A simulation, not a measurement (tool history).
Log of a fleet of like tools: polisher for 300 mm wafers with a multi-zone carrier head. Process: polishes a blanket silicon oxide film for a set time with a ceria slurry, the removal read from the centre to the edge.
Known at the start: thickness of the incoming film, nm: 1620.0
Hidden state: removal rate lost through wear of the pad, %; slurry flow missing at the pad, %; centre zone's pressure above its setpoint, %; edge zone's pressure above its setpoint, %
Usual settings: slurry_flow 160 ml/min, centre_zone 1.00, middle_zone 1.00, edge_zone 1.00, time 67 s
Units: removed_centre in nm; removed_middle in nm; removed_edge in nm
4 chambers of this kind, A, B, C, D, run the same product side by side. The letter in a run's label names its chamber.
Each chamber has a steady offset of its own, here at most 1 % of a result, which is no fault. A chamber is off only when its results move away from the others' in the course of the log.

run,day,slurry_flow,centre_zone,middle_zone,edge_zone,time,wafers polished on this pad,hours since the slurry nozzle was cleaned,hours since the centre zone pressure was calibrated,hours since the edge zone pressure was calibrated,removed_centre,removed_middle,removed_edge
1B,0.233,160,1.00,1.00,1.00,67,292,307.5,471.6,918.6,324.53,322.57,315.80
2A,0.679,160,1.00,1.00,1.00,67,807,39.1,541.7,158.4,320.52,324.12,320.52
3C,0.883,160,1.00,1.00,1.00,67,1135,441.1,491.0,130.8,327.26,313.12,323.81
4D,1.283,160,1.00,1.00,1.00,67,954,244.6,159.2,495.1,323.82,311.74,322.09
# day 1.521: chamber D: worn pad replaced by a new one
5C,1.558,160,1.00,1.06,0.94,67,1296,457.3,507.2,147.0,316.22,337.17,313.96
# day 1.704: chamber C: worn pad replaced by a new one
6B,1.888,160,1.00,1.06,0.94,67,686,347.2,511.3,958.3,318.20,336.90,309.04
# day 2.254: chamber A: centre zone pressure recalibrated
7D,2.300,160,1.00,1.06,0.94,67,186,269.0,183.6,519.5,320.23,330.68,311.36
8A,2.596,160,1.00,1.06,0.94,67,1264,85.1,8.2,204.4,319.68,338.87,312.68
# day 2.742: chamber D: slurry nozzle cleaned
9B,2.992,160,1.00,1.00,1.00,67,950,373.7,537.8,984.8,323.74,311.99,317.68
# day 3.008: chamber B: edge zone pressure recalibrated
# day 3.312: chamber B: worn pad replaced by a new one
10D,3.446,160,1.07,1.00,1.00,50,459,16.9,211.1,547.0,258.03,239.86,237.02
# day 3.838: chamber A: worn pad replaced by a new one
11A,3.850,160,1.07,1.00,1.00,50,2,115.2,38.3,234.5,258.45,240.61,244.38
12C,4.212,160,1.07,1.00,1.00,50,599,521.0,570.9,210.7,261.38,240.32,245.49
13B,4.450,160,1.07,1.00,1.00,50,272,408.7,572.8,34.7,259.15,238.18,239.33
# day 4.508: chamber C: slurry nozzle cleaned
14D,4.888,160,1.00,1.00,1.00,67,803,51.5,245.7,581.6,319.97,323.25,325.33
15C,5.208,160,1.00,1.00,1.00,67,837,16.9,594.8,234.6,319.95,319.65,325.11
# day 5.254: chamber B: centre zone pressure recalibrated
16A,5.600,160,1.00,1.00,1.00,67,420,157.2,80.3,276.5,325.81,323.59,318.12
17A,5.908,160,1.00,1.00,1.00,67,494,164.6,87.7,283.9,317.73,321.75,324.35
18C,6.312,160,1.00,1.00,1.00,67,1100,43.4,621.3,261.1,321.44,320.29,316.95
19B,6.704,160,1.00,1.00,1.00,67,810,462.8,34.9,88.8,312.70,320.73,311.92
# day 6.783: chamber D: worn pad replaced by a new one
20D,7.125,160,1.00,1.00,1.00,67,82,105.2,299.4,635.3,324.75,325.28,329.63
21A,7.454,160,1.00,1.00,1.00,67,863,201.7,124.8,321.0,318.50,318.32,327.15
# day 7.600: chamber B: worn pad replaced by a new one
22C,7.792,160,1.00,1.00,1.00,67,1453,78.9,656.8,296.6,322.72,314.55,319.11
23B,8.058,160,1.00,1.00,1.00,67,109,495.3,67.4,121.3,312.60,321.20,311.83
# day 8.242: chamber C: worn pad replaced by a new one
24D,8.333,160,1.00,1.00,1.00,67,370,134.2,328.4,664.3,322.18,320.02,320.23
25B,8.667,160,1.00,1.00,1.00,67,255,509.9,82.0,135.9,313.32,314.30,310.00
26A,9.088,160,1.00,1.00,1.00,67,1252,240.9,164.0,360.2,320.09,324.99,318.71
# day 9.200: chamber A: edge zone pressure recalibrated
27C,9.375,160,1.00,1.00,1.00,67,271,116.9,694.8,334.6,323.76,321.65,326.62
28D,9.654,160,1.00,1.00,1.00,67,685,165.9,360.1,696.0,318.41,319.90,327.56
# day 9.708: chamber A: worn pad replaced by a new one
29A,9.933,160,1.00,1.00,1.00,67,54,261.2,184.3,17.6,324.47,325.46,319.57
30B,10.379,160,1.12,0.96,1.00,67,663,551.0,123.1,177.0,345.32,299.62,313.12
31D,10.579,160,1.12,0.96,1.00,67,906,188.1,382.3,718.2,361.75,307.11,328.73
32C,10.988,160,1.12,0.96,1.00,67,656,155.6,733.5,373.3,366.39,312.13,325.11
33B,11.379,160,1.12,0.96,1.00,67,902,575.0,147.1,201.0,344.09,288.80,301.32
# day 11.504: chamber D: worn pad replaced by a new one
# day 11.683: chamber B: worn pad replaced by a new one
34C,11.733,160,1.00,1.00,1.00,67,834,173.5,751.4,391.2,327.91,320.09,323.82
35A,12.004,160,1.00,1.00,1.00,67,548,310.9,234.0,67.3,317.55,326.11,317.88
36D,12.321,160,1.00,1.00,1.00,67,195,229.9,424.1,760.0,315.74,314.46,319.62
37B,12.583,160,1.00,1.00,1.00,67,215,603.9,176.0,229.9,295.53,296.08,311.60
38C,12.879,160,1.00,1.00,1.00,67,1107,201.0,778.9,418.7,326.87,319.43,329.34
39D,13.233,160,1.00,1.00,1.00,67,413,251.8,446.0,781.9,318.58,319.52,320.43
40A,13.588,160,1.00,1.00,1.07,57,926,348.9,272.0,105.3,272.50,277.26,283.61
41D,13.796,160,1.00,1.00,1.07,57,547,265.3,459.5,795.4,276.07,274.48,287.67

All 4 chambers run these settings next. Forecast each chamber's results:
42A,14.125,160,1.09,1.00,1.00,67,,,,,?,?,?
42B,14.125,160,1.09,1.00,1.00,67,,,,,?,?,?
42C,14.125,160,1.09,1.00,1.00,67,,,,,?,?,?
42D,14.125,160,1.09,1.00,1.00,67,,,,,?,?,?

run,removed_centre,removed_middle,removed_edge
42A,355.05,318.56,322.71
42B,317.87,292.37,301.28
42C,354.75,319.06,317.32
42D,350.57,319.70,319.86

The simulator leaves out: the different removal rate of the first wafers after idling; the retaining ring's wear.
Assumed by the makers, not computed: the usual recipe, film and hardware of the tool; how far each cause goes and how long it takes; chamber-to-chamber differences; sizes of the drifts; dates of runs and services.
